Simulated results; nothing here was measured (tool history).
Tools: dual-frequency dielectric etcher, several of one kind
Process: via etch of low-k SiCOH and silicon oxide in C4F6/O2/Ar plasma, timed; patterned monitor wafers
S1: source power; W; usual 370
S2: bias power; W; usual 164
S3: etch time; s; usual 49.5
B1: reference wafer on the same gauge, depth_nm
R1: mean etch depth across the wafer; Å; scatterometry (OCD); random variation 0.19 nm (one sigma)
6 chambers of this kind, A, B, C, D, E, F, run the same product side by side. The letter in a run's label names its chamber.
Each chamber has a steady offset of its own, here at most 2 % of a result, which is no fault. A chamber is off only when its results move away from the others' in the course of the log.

Run 1B, hour 5.1: usual settings; B1 133.99. Result: R1 1218.9 Å.
Run 2D, hour 7.9: usual settings; B1 133.94. Result: R1 1194 Å.
Run 3E, hour 10.8: usual settings; B1 133.91. Result: R1 1226.3 Å.
Run 4F, hour 16: usual settings; B1 133.86. Result: R1 1213.4 Å.
Run 5A, hour 19.2: usual settings; B1 133.84. Result: R1 1203.1 Å.
Run 6C, hour 23.6: usual settings; B1 133.9. Result: R1 1204 Å.
Run 7B, hour 27.3: usual settings; B1 133.85. Result: R1 1216.6 Å.
Run 8F, hour 31.9: usual settings; B1 133.78. Result: R1 1210.9 Å.
At hour 35.7: chamber F: wet clean of the chamber.
Run 9C, hour 36: usual settings; B1 133.77. Result: R1 1203.2 Å.
Run 10E, hour 41.2: usual settings; B1 133.79. Result: R1 1224.9 Å.
Run 11D, hour 44.5: usual settings; B1 133.77. Result: R1 1194.6 Å.
At hour 47.1: chamber A: wet clean of the chamber.
Run 12A, hour 49.7: usual settings; B1 133.76. Result: R1 1207.8 Å.
Run 13B, hour 54.6: usual settings; B1 133.69. Result: R1 1211.9 Å.
Run 14E, hour 57.3: usual settings; B1 133.69. Result: R1 1226 Å.
Run 15A, hour 61.4: usual settings; B1 133.7. Result: R1 1205 Å.
Run 16D, hour 65.1: usual settings; B1 133.65. Result: R1 1190 Å.
Run 17C, hour 67.9: usual settings; B1 133.63. Result: R1 1202.8 Å.
Run 18F, hour 71.8: usual settings; B1 133.62. Result: R1 1210.2 Å.
Run 19A, hour 74.4: usual settings; B1 133.6. Result: R1 1203.5 Å.
At hour 75.3: chamber C: wet clean of the chamber.
Run 20E, hour 76.9: usual settings; B1 133.55. Result: R1 1224.8 Å.
Run 21B, hour 79.5: usual settings but S1 330 W; B1 133.59. Result: R1 1161.8 Å.
Run 22D, hour 83.5: usual settings but S1 330 W; B1 133.54. Result: R1 1140.4 Å.
Run 23F, hour 87.7: usual settings but S1 330 W; B1 133.53. Result: R1 1155.1 Å.
Run 24C, hour 90.5: usual settings but S1 330 W; B1 133.5. Result: R1 1150.8 Å.
Run 25F, hour 95.4: usual settings but S1 330 W; B1 133.5. Result: R1 1152.7 Å.
Run 26E, hour 100.2: usual settings but S1 330 W; B1 133.38. Result: R1 1167.4 Å.
Run 27B, hour 105.3: usual settings; B1 133.42. Result: R1 1216.2 Å.
Run 28A, hour 109.2: usual settings but S3 62.5 s; B1 133.37. Result: R1 1516.9 Å.
Run 29D, hour 112.4: usual settings but S3 62.5 s; B1 133.38. Result: R1 1505.4 Å.
Run 30C, hour 115.7: usual settings but S3 62.5 s; B1 133.33. Result: R1 1519 Å.
Run 31F, hour 120.5: usual settings but S3 62.5 s; B1 133.31. Result: R1 1522.8 Å.
Run 32B, hour 123.1: usual settings but S3 62.5 s; B1 133.24. Result: R1 1524.5 Å.
Run 33A, hour 127.3: usual settings but S3 62.5 s; B1 133.31. Result: R1 1513.5 Å.
Run 34C, hour 131: usual settings; B1 133.21. Result: R1 1201.2 Å.
Run 35D, hour 134.1: usual settings; B1 133.18. Result: R1 1188.2 Å.
Run 36E, hour 136.7: usual settings but S1 290 W; B1 133.29. Result: R1 1107.9 Å.
Run 37F, hour 139.8: usual settings but S1 290 W; B1 133.22. Result: R1 1094.6 Å.
Run 38E, hour 144.9: usual settings but S1 290 W; B1 133.17. Result: R1 1108 Å.
Run 39C, hour 149.4: usual settings but S1 290 W; B1 133.12. Result: R1 1093.5 Å.

Is one chamber off against the others, does the gauge drift, or is nothing wrong? If a chamber is off, say which, and what the likeliest cause is.

The gauge drifts, so all chambers seem to drift together. No chamber is off.
Cause: gauge reads low (%) = 0.645.

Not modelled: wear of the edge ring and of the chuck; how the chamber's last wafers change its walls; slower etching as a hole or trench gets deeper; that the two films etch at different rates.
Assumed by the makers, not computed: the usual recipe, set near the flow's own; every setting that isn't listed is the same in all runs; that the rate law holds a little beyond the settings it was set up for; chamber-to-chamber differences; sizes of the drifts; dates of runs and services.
